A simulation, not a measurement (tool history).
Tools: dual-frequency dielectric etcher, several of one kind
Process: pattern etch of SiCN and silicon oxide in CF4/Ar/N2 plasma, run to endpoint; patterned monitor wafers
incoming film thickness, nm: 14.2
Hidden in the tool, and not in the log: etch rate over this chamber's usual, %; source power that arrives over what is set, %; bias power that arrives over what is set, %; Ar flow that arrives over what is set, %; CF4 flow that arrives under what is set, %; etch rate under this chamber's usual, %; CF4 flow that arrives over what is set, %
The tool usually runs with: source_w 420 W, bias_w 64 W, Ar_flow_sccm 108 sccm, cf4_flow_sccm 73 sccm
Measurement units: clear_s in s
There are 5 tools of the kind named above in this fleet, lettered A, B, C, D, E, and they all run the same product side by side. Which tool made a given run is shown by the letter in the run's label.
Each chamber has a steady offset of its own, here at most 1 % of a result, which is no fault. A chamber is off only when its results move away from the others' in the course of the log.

run,day,source_w,bias_w,Ar_flow_sccm,cf4_flow_sccm,hours since the last wet clean,hours since the last source power generator calibration,hours since the last bias power generator calibration,hours since the last Ar flow controller change,hours since the last CF4 flow controller change,clear_s
1C,0.454,420,64,108,73,527.8,1200.2,2096.3,1211.2,4913.6,18.064
2A,0.954,420,64,108,73,417.4,3135.8,1022.9,1166.9,2801.8,18.436
# day 0.979: chamber C: wet clean of the chamber
# day 1.379: chamber B: wet clean of the chamber
3B,1.379,420,64,108,73,0,2682.2,1360.4,329.9,2584.1,18.456
4E,1.967,420,64,108,73,74.9,1912.5,2759.4,4875.4,1528.6,18.23
5D,2.488,470,64,98,73,77.2,2148.6,1423.4,2895.2,1879.7,16.46
6B,2.838,470,64,98,73,35,2717.2,1395.4,364.9,2619.1,16.313
7A,3.183,470,64,98,73,470.9,3189.3,1076.4,1220.4,2855.3,16.424
8D,3.742,470,64,98,73,107.3,2178.7,1453.5,2925.3,1909.8,16.497
# day 3.912: chamber B: CF4 flow controller replaced
9C,4.275,470,64,98,73,79.2,1291.9,2188,1302.9,5005.3,16.418
10E,4.579,420,64,108,73,137.6,1975.2,2822.1,4938.1,1591.3,18.219
11E,4.896,420,64,108,73,145.2,1982.8,2829.7,4945.7,1598.9,18.298
12D,5.533,420,64,108,73,150.3,2221.7,1496.5,2968.3,1952.8,18.463
13A,6.225,420,64,108,73,543.9,3262.3,1149.4,1293.4,2928.3,18.492
# day 6.3: chamber A: source power generator calibrated
14B,6.858,420,64,108,73,131.5,2813.7,1491.9,461.4,70.7,18.598
# day 7.042: chamber E: source power generator calibrated
15C,7.458,420,53,108,73,155.6,1368.3,2264.4,1379.3,5081.7,19.403
# day 7.625: chamber E: bias power generator calibrated
16B,7.825,420,53,108,73,154.7,2836.9,1515.1,484.6,93.9,19.343
17C,8.175,420,53,108,73,172.8,1385.5,2281.6,1396.5,5098.9,19.519
18D,8.479,420,53,108,73,221,2292.4,1567.2,3039,2023.5,19.318
19E,8.958,420,53,108,73,242.7,46,32,5043.2,1696.4,19.581
20A,9.408,420,64,108,73,620.3,74.7,1225.8,1369.8,3004.7,18.412
21A,9.783,420,64,108,73,629.3,83.7,1234.8,1378.8,3013.7,18.319
22E,10.292,420,64,108,73,274.7,78,64,5075.2,1728.4,18.487
23B,10.867,420,64,108,73,227.7,2909.9,1588.1,557.6,166.9,18.646
24C,11.325,420,64,108,73,248.4,1461.1,2357.2,1472.1,5174.5,18.428
25D,11.658,420,64,108,73,297.3,2368.7,1643.5,3115.3,2099.8,18.324
26A,12.108,340,64,122,73,685.1,139.5,1290.6,1434.6,3069.5,22.824
27C,12.55,340,64,122,73,277.8,1490.5,2386.6,1501.5,5203.9,22.265
# day 12.633: chamber A: wet clean of the chamber
28D,13.117,340,64,122,73,332.3,2403.7,1678.5,3150.3,2134.8,22.685
# day 13.154: chamber A: CF4 flow controller replaced
# day 13.454: chamber B: source power generator calibrated
29E,13.771,340,64,122,73,358.2,161.5,147.5,5158.7,1811.9,22.546
# day 13.904: chamber E: wet clean of the chamber
30B,14.442,340,64,122,73,313.5,23.7,1673.9,643.4,252.7,22.771
31B,14.929,420,64,108,73,325.2,35.4,1685.6,655.1,264.4,18.531
# day 15.217: chamber D: wet clean of the chamber
32C,15.404,420,64,108,73,346.3,1559,2455.1,1570,5272.4,18.03
33D,15.746,420,64,108,73,12.8,2466.8,1741.6,3213.4,2197.9,18.438
34A,16.325,420,64,108,73,88.7,240.7,1391.8,1535.8,76.2,18.485
35E,16.912,360,64,108,61,72.3,236.9,222.9,5234.1,1887.3,21.731
36D,17.554,360,64,108,61,56.2,2510.2,1785,3256.8,2241.3,21.443
37A,17.992,360,64,108,61,128.7,280.7,1431.8,1575.8,116.2,22.042
# day 18.371: chamber E: CF4 flow controller replaced
38E,18.5,360,64,108,61,110.4,275,261,5272.2,3.1,21.424
39C,19.146,360,64,108,61,436.1,1648.8,2544.9,1659.8,5362.2,21.543
40B,19.488,420,64,108,73,434.6,144.8,1795,764.5,373.8,18.643
41A,19.883,420,64,108,73,174.1,326.1,1477.2,1621.2,161.6,18.452
42D,20.308,420,64,108,73,122.3,2576.3,1851.1,3322.9,2307.4,18.4

Has any chamber moved away from the others, gradually or after a service, or does the common gauge drift, or do the chambers differ only by their own small steady offsets? State the chamber and the most likely cause if one applies.

Neither any chamber nor the gauge drifts; the chambers differ only by their own small, steady offsets.
